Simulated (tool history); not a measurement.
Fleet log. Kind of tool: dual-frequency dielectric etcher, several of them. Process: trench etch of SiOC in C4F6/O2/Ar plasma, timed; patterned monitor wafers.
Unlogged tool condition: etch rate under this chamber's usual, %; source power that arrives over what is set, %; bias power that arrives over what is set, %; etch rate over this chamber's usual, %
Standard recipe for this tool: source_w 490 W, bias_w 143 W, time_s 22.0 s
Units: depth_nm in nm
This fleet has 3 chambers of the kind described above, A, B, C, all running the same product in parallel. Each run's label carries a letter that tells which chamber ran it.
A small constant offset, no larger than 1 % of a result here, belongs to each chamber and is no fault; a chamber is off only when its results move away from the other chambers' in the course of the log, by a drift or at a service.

run	hour	source_w	bias_w	time_s	hours since the last wet clean	hours since the last source power generator calibration	hours since the last bias power generator calibration	read-back reference wafer on the same gauge, depth_nm	depth_nm
# hour 3.6: chamber B: wet clean of the chamber
1B	8.2	490	143	22.0	4.7	5070.8	1288.8	38.217	45.900
2A	17.3	490	143	22.0	145.5	329.6	2991.2	38.220	46.010
3C	33.0	490	143	22.0	333.2	1389.9	3352.5	38.226	46.751
4A	42.4	490	143	22.0	170.6	354.7	3016.3	38.200	46.090
5B	58.6	490	143	22.0	55.1	5121.2	1339.2	38.211	46.319
6C	66.5	490	143	22.0	366.7	1423.4	3386.0	38.231	46.337
7A	74.6	490	143	22.0	202.8	386.9	3048.5	38.188	45.890
8C	85.0	490	143	22.0	385.2	1441.9	3404.5	38.228	45.949
9B	95.4	410	143	18.5	91.9	5158.0	1376.0	38.207	36.005
10C	106.2	410	143	18.5	406.4	1463.1	3425.7	38.217	36.106
11B	121.7	410	143	18.5	118.2	5184.3	1402.3	38.214	35.702
12A	136.2	490	143	22.0	264.4	448.5	3110.1	38.201	46.322
13C	150.0	490	143	22.0	450.2	1506.9	3469.5	38.218	46.303
14B	157.7	490	143	22.0	154.2	5220.3	1438.3	38.225	45.899
15A	167.1	410	173	22.0	295.3	479.4	3141.0	38.206	45.808
16C	179.7	410	173	22.0	479.9	1536.6	3499.2	38.224	45.618
17A	195.2	410	173	22.0	323.4	507.5	3169.1	38.208	45.811
# hour 200.9: chamber C: source power generator calibrated
18B	202.8	490	143	22.0	199.3	5265.4	1483.4	38.205	46.061
19A	212.1	490	143	17.0	340.3	524.4	3186.0	38.197	35.652
20B	228.0	490	143	17.0	224.5	5290.6	1508.6	38.190	35.619
21C	240.8	490	143	17.0	541.0	39.9	3560.3	38.202	35.940
22C	253.7	490	143	22.0	553.9	52.8	3573.2	38.175	46.118
# hour 258.6: chamber A: wet clean of the chamber
23B	269.6	490	143	22.0	266.1	5332.2	1550.2	38.182	46.047
24A	278.0	490	143	22.0	19.4	590.3	3251.9	38.169	44.372
25A	286.0	490	143	22.0	27.4	598.3	3259.9	38.221	43.927
26C	300.1	490	143	22.0	600.3	99.2	3619.6	38.191	46.344
27B	313.0	490	143	22.0	309.5	5375.6	1593.6	38.211	46.136
28C	328.2	490	143	22.0	628.4	127.3	3647.7	38.204	46.089
29A	338.8	490	143	22.0	80.2	651.1	3312.7	38.204	43.952
30B	351.1	490	143	22.0	347.6	5413.7	1631.7	38.176	45.831
31B	358.9	580	112	22.0	355.4	5421.5	1639.5	38.167	45.474
32A	371.1	580	112	22.0	112.5	683.4	3345.0	38.208	44.106
33C	387.5	580	112	22.0	687.7	186.6	3707.0	38.208	46.209
34A	395.5	490	143	22.0	136.9	707.8	3369.4	38.183	44.281
# hour 405.5: chamber C: wet clean of the chamber
35B	410.7	490	143	22.0	407.2	5473.3	1691.3	38.179	46.264
36C	425.8	490	131	19.0	20.4	224.9	3745.3	38.179	39.343

Read the log: is a single chamber off, either drifting away or since a service, is the gauge that measures every chamber drifting, or is nothing wrong beyond small per-chamber offsets? Name any odd chamber and what most likely caused it.

Chamber A came out of a service off from its peers and stayed that way.
Most likely cause: etch rate under this chamber's usual, % = 4.64.

Which of the 4 candidates below, each the usual settings with something changed and its results left as question marks, puts chamber A back in line with what the other chambers give on the usual settings?
Maximum distance from the other chambers' mean on the usual settings for a result to count as in line: depth_nm 0.660 nm
37A-1	437.6	490	132	22.0					?
37A-2	437.6	500	144	23.0					?
37A-3	437.6	490	142	21.0					?
37A-4	437.6	510	147	22.0					?

Mean of the other chambers on the usual settings: depth_nm 46.274 nm
run	depth_nm
37A-1	43.071
37A-2	46.572
37A-3	42.005
37A-4	45.177
With 37A-2, the chamber falls back in line with the rest.
